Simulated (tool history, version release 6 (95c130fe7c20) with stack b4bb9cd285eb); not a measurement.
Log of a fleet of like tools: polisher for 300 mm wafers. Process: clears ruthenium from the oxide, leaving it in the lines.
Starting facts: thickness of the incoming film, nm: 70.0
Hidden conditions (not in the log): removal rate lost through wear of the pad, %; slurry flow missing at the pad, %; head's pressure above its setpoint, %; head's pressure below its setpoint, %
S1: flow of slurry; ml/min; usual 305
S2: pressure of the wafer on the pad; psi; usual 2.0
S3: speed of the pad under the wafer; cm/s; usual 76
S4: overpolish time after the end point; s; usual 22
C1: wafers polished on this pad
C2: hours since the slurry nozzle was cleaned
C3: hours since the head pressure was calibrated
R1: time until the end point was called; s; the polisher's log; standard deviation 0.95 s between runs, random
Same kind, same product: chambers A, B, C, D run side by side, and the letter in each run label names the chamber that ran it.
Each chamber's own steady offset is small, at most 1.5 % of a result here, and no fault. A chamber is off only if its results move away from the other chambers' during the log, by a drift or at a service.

run,day,S1,S2,S3,S4,C1,C2,C3,R1
1C,0.288,305,2.0,76,22,418,268.5,661.8,97.516
2B,0.588,305,2.0,76,22,571,292.9,1025.3,97.743
# day 0.679: chamber B: worn pad replaced by a new one
3A,0.900,305,2.0,76,22,1328,77.9,393.7,96.094
# day 1.092: chamber D: worn pad replaced by a new one
4D,1.246,305,2.0,76,22,32,299.9,722.4,95.241
5D,1.642,305,2.0,76,22,113,309.4,731.9,95.625
# day 1.750: chamber C: worn pad replaced by a new one
6B,1.921,305,2.0,76,22,254,324.9,1057.3,96.979
7C,2.229,305,2.0,76,22,98,315.1,708.4,96.672
# day 2.308: chamber A: worn pad replaced by a new one
8A,2.642,305,2.0,76,22,68,119.7,435.5,97.005
9C,2.862,305,2.0,76,22,228,330.3,723.6,97.098
10D,3.283,305,2.0,76,22,448,348.8,771.3,98.266
11B,3.667,305,2.0,76,22,611,366.8,1099.2,96.135
# day 3.896: chamber B: head pressure recalibrated
12A,4.017,305,2.0,76,22,349,152.7,468.5,95.524
# day 4.125: chamber B: worn pad replaced by a new one
# day 4.196: chamber D: worn pad replaced by a new one
13B,4.367,305,2.0,76,22,49,383.6,11.4,107.890
14A,4.767,305,2.0,76,22,503,170.7,486.5,94.874
# day 4.846: chamber C: worn pad replaced by a new one
15C,5.179,305,2.0,76,22,68,385.9,779.2,97.997
16D,5.562,305,2.0,76,22,280,403.5,826.0,96.882
17B,5.821,305,2.0,76,22,347,418.5,46.3,107.870
18D,6.133,305,2.0,76,22,396,417.2,839.7,94.590
# day 6.208: chamber C: slurry nozzle cleaned
19A,6.512,305,2.0,76,22,860,212.6,528.4,97.787
20C,6.821,305,1.4,76,22,404,14.8,818.6,137.690
# day 6.992: chamber D: worn pad replaced by a new one
21B,7.188,305,1.4,76,22,626,451.3,79.1,155.370
22A,7.571,305,1.4,76,22,1076,238.0,553.8,139.310
# day 7.638: chamber B: worn pad replaced by a new one
23D,7.929,305,1.4,76,22,191,460.3,882.8,136.690
# day 8.142: chamber C: worn pad replaced by a new one
24C,8.275,305,2.0,76,22,27,49.7,853.5,96.314
25D,8.712,305,1.5,76,30,351,479.1,901.6,128.510
# day 8.888: chamber A: worn pad replaced by a new one
26A,9.058,305,1.5,76,30,34,273.7,589.5,127.910
27B,9.383,305,1.5,76,30,357,504.0,131.8,144.960
# day 9.517: chamber D: worn pad replaced by a new one
28C,9.717,305,1.5,76,30,322,84.3,888.1,130.220
29C,10.033,305,2.0,76,22,387,91.9,895.7,98.295
30B,10.458,305,2.0,76,22,577,529.8,157.6,108.360
31A,10.825,305,2.0,76,22,396,316.1,631.9,98.150
32D,11.046,305,1.7,76,22,313,535.1,957.6,111.880

Is one chamber off against the others, does the gauge drift, or is nothing wrong? If a chamber is off, say which, and what the likeliest cause is.

A service left chamber B off against the others.
Cause: head's pressure below its setpoint, % = 10.7.

Below are 4 candidate recipes for chamber B's next run, each the usual settings with a change, their results shown as question marks. Which of them brings B's results back in line with what the other chambers give on the usual settings?
Allowed miss from the other chambers' usual-settings mean, per result, to count as in line: R1 3.300 s
33B-1,11.375,305,2.1,80,22,,,,?
33B-2,11.375,305,2.0,92,22,,,,?
33B-3,11.375,300,2.0,62,22,,,,?
33B-4,11.375,305,1.9,72,22,,,,?

The other chambers' mean on the usual settings: R1 96.786 s
run,R1
33B-1,97.936
33B-2,89.584
33B-3,132.620
33B-4,120.310
33B-1 puts the chamber back in line with the other chambers.

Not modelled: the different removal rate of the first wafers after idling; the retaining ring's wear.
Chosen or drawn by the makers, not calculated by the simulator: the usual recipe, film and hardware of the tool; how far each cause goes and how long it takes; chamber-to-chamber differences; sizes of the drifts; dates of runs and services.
